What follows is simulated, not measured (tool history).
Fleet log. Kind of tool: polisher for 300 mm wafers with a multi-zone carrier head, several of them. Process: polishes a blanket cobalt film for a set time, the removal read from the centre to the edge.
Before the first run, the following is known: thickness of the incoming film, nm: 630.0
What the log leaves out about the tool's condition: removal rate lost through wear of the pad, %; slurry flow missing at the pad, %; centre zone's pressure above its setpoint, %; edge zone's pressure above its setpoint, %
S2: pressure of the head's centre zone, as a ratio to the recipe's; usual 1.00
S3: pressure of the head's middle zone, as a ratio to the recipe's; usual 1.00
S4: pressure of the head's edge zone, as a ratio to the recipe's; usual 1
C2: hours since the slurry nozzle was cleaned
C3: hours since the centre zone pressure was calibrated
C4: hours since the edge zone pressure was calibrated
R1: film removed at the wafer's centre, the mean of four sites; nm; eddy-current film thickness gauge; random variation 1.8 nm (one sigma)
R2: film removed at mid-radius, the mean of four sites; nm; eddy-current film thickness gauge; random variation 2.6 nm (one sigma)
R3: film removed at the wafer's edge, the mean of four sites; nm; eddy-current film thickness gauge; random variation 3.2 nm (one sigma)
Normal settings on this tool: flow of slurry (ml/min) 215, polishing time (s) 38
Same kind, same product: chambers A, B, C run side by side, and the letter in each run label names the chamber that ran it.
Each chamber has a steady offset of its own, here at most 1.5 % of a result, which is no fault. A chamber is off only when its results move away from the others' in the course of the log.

At day 0.233: chamber A: worn pad replaced by a new one.
Run 1A, day 0.338: usual settings; wafers polished on this pad 23; C2 224.9; C3 458.4; C4 316.0. Result: R1 220.57 nm, R2 223.78 nm, R3 218.12 nm.
Run 2B, day 0.767: usual settings; wafers polished on this pad 488; C2 146.8; C3 914.3; C4 324.8. Result: R1 218.85 nm, R2 216.34 nm, R3 217.55 nm.
At day 0.888: chamber C: worn pad replaced by a new one.
Run 3C, day 1.342: usual settings; wafers polished on this pad 102; C2 524.8; C3 335.0; C4 529.4. Result: R1 214.08 nm, R2 219.75 nm, R3 223.96 nm.
Run 4B, day 1.771: usual settings; wafers polished on this pad 715; C2 170.9; C3 938.4; C4 348.9. Result: R1 217.49 nm, R2 219.96 nm, R3 220.40 nm.
Run 5A, day 2.250: usual settings; wafers polished on this pad 454; C2 270.8; C3 504.3; C4 361.9. Result: R1 219.08 nm, R2 219.44 nm, R3 216.62 nm.
At day 2.667: chamber A: slurry nozzle cleaned.
Run 6C, day 2.725: usual settings but polishing time (s) 47; wafers polished on this pad 414; C2 558.0; C3 368.2; C4 562.6. Result: R1 267.32 nm, R2 269.14 nm, R3 272.68 nm.
Run 7A, day 2.983: usual settings but polishing time (s) 47; wafers polished on this pad 619; C2 7.7; C3 521.9; C4 379.5. Result: R1 271.24 nm, R2 267.05 nm, R3 271.14 nm.
At day 3.092: chamber B: centre zone pressure recalibrated.
At day 3.304: chamber A: edge zone pressure recalibrated.
Run 8C, day 3.325: usual settings but polishing time (s) 47; wafers polished on this pad 549; C2 572.4; C3 382.6; C4 577.0. Result: R1 271.27 nm, R2 270.14 nm, R3 269.59 nm.
Run 9B, day 3.775: usual settings; wafers polished on this pad 1166; C2 219.0; C3 16.4; C4 397.0. Result: R1 214.67 nm, R2 212.32 nm, R3 214.54 nm.
At day 3.888: chamber C: worn pad replaced by a new one.
Run 10C, day 4.250: usual settings; wafers polished on this pad 82; C2 594.6; C3 404.8; C4 599.2. Result: R1 214.69 nm, R2 225.47 nm, R3 219.40 nm.
At day 4.650: chamber A: worn pad replaced by a new one.
Run 11B, day 4.667: usual settings; wafers polished on this pad 1367; C2 240.4; C3 37.8; C4 418.4. Result: R1 212.04 nm, R2 209.66 nm, R3 215.47 nm.
Run 12A, day 5.212: usual settings but S2 0.93; wafers polished on this pad 126; C2 61.2; C3 575.4; C4 45.8. Result: R1 205.07 nm, R2 212.67 nm, R3 220.88 nm.
Run 13C, day 5.479: usual settings but S2 0.93; wafers polished on this pad 359; C2 624.1; C3 434.3; C4 628.7. Result: R1 199.11 nm, R2 217.46 nm, R3 219.35 nm.
Run 14A, day 5.800: usual settings but S2 0.93; wafers polished on this pad 259; C2 75.3; C3 589.5; C4 59.9. Result: R1 205.06 nm, R2 212.42 nm, R3 219.79 nm.
Run 15B, day 6.254: usual settings; wafers polished on this pad 1725; C2 278.5; C3 75.9; C4 456.5. Result: R1 206.90 nm, R2 211.87 nm, R3 213.34 nm.
Run 16C, day 6.704: usual settings; wafers polished on this pad 635; C2 653.5; C3 463.7; C4 658.1. Result: R1 212.58 nm, R2 221.80 nm, R3 216.29 nm.
Run 17B, day 7.258: usual settings; wafers polished on this pad 1951; C2 302.6; C3 100.0; C4 480.6. Result: R1 207.46 nm, R2 204.94 nm, R3 204.21 nm.
At day 7.458: chamber C: worn pad replaced by a new one.
Run 18A, day 7.662: usual settings; wafers polished on this pad 678; C2 120.0; C3 634.2; C4 104.6. Result: R1 223.22 nm, R2 214.55 nm, R3 219.68 nm.
At day 7.708: chamber C: slurry nozzle cleaned.
Run 19C, day 8.033: usual settings; wafers polished on this pad 130; C2 7.8; C3 495.6; C4 690.0. Result: R1 217.92 nm, R2 221.29 nm, R3 213.46 nm.
Run 20A, day 8.338: usual settings; wafers polished on this pad 831; C2 136.2; C3 650.4; C4 120.8. Result: R1 221.10 nm, R2 216.63 nm, R3 219.27 nm.
Run 21B, day 8.796: usual settings but S2 0.95; wafers polished on this pad 2297; C2 339.5; C3 136.9; C4 517.5. Result: R1 189.83 nm, R2 198.75 nm, R3 203.92 nm.
Run 22B, day 9.221: usual settings but S2 0.95; wafers polished on this pad 2393; C2 349.7; C3 147.1; C4 527.7. Result: R1 191.08 nm, R2 205.46 nm, R3 200.93 nm.
At day 9.292: chamber A: worn pad replaced by a new one.
Run 23C, day 9.646: usual settings but S2 0.95; wafers polished on this pad 493; C2 46.5; C3 534.3; C4 728.7. Result: R1 207.07 nm, R2 223.51 nm, R3 220.52 nm.
Run 24A, day 10.108: usual settings; wafers polished on this pad 184; C2 178.7; C3 692.9; C4 163.3. Result: R1 222.31 nm, R2 220.53 nm, R3 222.24 nm.
Run 25A, day 10.475: usual settings; wafers polished on this pad 266; C2 187.5; C3 701.7; C4 172.1. Result: R1 223.33 nm, R2 220.15 nm, R3 224.57 nm.
At day 10.621: chamber C: worn pad replaced by a new one.
Run 26C, day 10.904: usual settings; wafers polished on this pad 64; C2 76.7; C3 564.5; C4 758.9. Result: R1 214.82 nm, R2 220.74 nm, R3 223.73 nm.

Does one chamber stand apart from the rest, does the shared gauge drift, or is all well apart from small per-chamber offsets? Give the chamber and the most likely cause, where there is one.

Little by little, chamber B moves away from the other chambers.
What lies behind it: removal rate lost through wear of the pad, % = 9.91.
Not necessarily distinguishable in this log from: slurry flow missing at the pad, %.

Below are 4 candidate recipes for chamber B's next run, each the usual settings with a change, their results shown as question marks. Which of them brings B's results back in line with what the other chambers give on the usual settings?
A result is in line if it is within this distance of the other chambers' mean on the usual settings: R1 6.40 nm; R2 9.10 nm; R3 11.00 nm
Run 27B-1, day 11.333: usual settings but S2 0.99, S3 1.01, S4 1.01, polishing time (s) 42. Result: R1 ?, R2 ?, R3 ?.
Run 27B-2, day 11.333: usual settings but flow of slurry (ml/min) 220, S2 0.98, S3 1.01, S4 1.02, polishing time (s) 47. Result: R1 ?, R2 ?, R3 ?.
Run 27B-3, day 11.333: usual settings but flow of slurry (ml/min) 210, S2 1.01, S3 0.99, S4 0.99, polishing time (s) 31. Result: R1 ?, R2 ?, R3 ?.
Run 27B-4, day 11.333: usual settings but S2 1.01, S3 0.99, S4 0.99, polishing time (s) 34. Result: R1 ?, R2 ?, R3 ?.

On the usual settings, the other chambers give on average: R1 219.35 nm; R2 219.93 nm; R3 220.11 nm
  run      R1      R2      R3
27B-1  218.83  220.97  219.43
27B-2  242.97  248.06  247.40
27B-3  164.51  159.58  159.93
27B-4  181.09  175.60  175.83
27B-1 brings the chamber back in line.

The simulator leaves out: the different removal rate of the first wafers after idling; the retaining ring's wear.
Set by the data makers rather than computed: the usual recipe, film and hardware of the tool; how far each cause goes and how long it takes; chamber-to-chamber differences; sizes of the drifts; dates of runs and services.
